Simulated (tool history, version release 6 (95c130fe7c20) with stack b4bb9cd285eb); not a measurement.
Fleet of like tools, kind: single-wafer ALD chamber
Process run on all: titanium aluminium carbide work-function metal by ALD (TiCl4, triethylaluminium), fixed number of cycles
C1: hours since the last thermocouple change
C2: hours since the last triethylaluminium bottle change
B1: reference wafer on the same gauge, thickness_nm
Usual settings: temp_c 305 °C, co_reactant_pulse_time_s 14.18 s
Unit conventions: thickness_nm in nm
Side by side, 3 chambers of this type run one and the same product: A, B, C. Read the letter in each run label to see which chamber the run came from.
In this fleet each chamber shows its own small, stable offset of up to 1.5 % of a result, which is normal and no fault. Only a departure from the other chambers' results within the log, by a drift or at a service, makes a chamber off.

Run 1C, hour 6.6: usual settings; C1 1124.0; C2 1054.9; B1 2.5014. Result: thickness_nm 2.0767 nm.
Run 2A, hour 13.2: usual settings; C1 783.4; C2 249.6; B1 2.4996. Result: thickness_nm 2.0962 nm.
Run 3B, hour 17.5: usual settings; C1 955.6; C2 169.0; B1 2.5011. Result: thickness_nm 2.1088 nm.
Run 4B, hour 24.0: usual settings; C1 962.1; C2 175.5; B1 2.5001. Result: thickness_nm 2.1025 nm.
Run 5A, hour 28.3: usual settings; C1 798.5; C2 264.7; B1 2.5002. Result: thickness_nm 2.0862 nm.
Run 6C, hour 34.9: usual settings; C1 1152.3; C2 1083.2; B1 2.4992. Result: thickness_nm 2.0831 nm.
Run 7A, hour 41.2: usual settings; C1 811.4; C2 277.6; B1 2.5002. Result: thickness_nm 2.0881 nm.
Run 8C, hour 45.5: usual settings; C1 1162.9; C2 1093.8; B1 2.5007. Result: thickness_nm 2.0657 nm.
Run 9B, hour 49.1: usual settings; C1 987.2; C2 200.6; B1 2.5020. Result: thickness_nm 2.1138 nm.
Run 10C, hour 53.3: usual settings; C1 1170.7; C2 1101.6; B1 2.4996. Result: thickness_nm 2.0769 nm.
Run 11B, hour 56.2: usual settings; C1 994.3; C2 207.7; B1 2.5008. Result: thickness_nm 2.1071 nm.
Run 12A, hour 60.9: usual settings; C1 831.1; C2 297.3; B1 2.4983. Result: thickness_nm 2.0754 nm.
Run 13C, hour 65.7: usual settings but temp_c 295 °C; C1 1183.1; C2 1114.0; B1 2.5008. Result: thickness_nm 1.9839 nm.
Run 14A, hour 70.9: usual settings but temp_c 295 °C; C1 841.1; C2 307.3; B1 2.4994. Result: thickness_nm 1.9721 nm.
Run 15B, hour 75.0: usual settings but temp_c 295 °C; C1 1013.1; C2 226.5; B1 2.4991. Result: thickness_nm 2.0141 nm.
Run 16A, hour 78.5: usual settings; C1 848.7; C2 314.9; B1 2.4989. Result: thickness_nm 2.0638 nm.
Run 17C, hour 84.0: usual settings but co_reactant_pulse_time_s 9.55 s; C1 1201.4; C2 1132.3; B1 2.5010. Result: thickness_nm 2.0123 nm.
Run 18B, hour 89.3: usual settings but co_reactant_pulse_time_s 9.55 s; C1 1027.4; C2 240.8; B1 2.4997. Result: thickness_nm 2.0433 nm.
Run 19C, hour 93.8: usual settings but co_reactant_pulse_time_s 9.55 s; C1 1211.2; C2 1142.1; B1 2.5010. Result: thickness_nm 2.0102 nm.
Run 20B, hour 100.0: usual settings; C1 1038.1; C2 251.5; B1 2.4995. Result: thickness_nm 2.1068 nm.
Run 21A, hour 103.3: usual settings; C1 873.5; C2 339.7; B1 2.5006. Result: thickness_nm 2.0326 nm.
Run 22A, hour 107.9: usual settings; C1 878.1; C2 344.3; B1 2.5011. Result: thickness_nm 2.0206 nm.

For the next run the whole fleet of 3 chambers uses the same settings. Give each chamber's results:
Run 23A, hour 112.7: usual settings. Result: thickness_nm ?.
Run 23B, hour 112.7: usual settings. Result: thickness_nm ?.
Run 23C, hour 112.7: usual settings. Result: thickness_nm ?.

run  thickness_nm
23A        2.0241
23B        2.1080
23C        2.0690
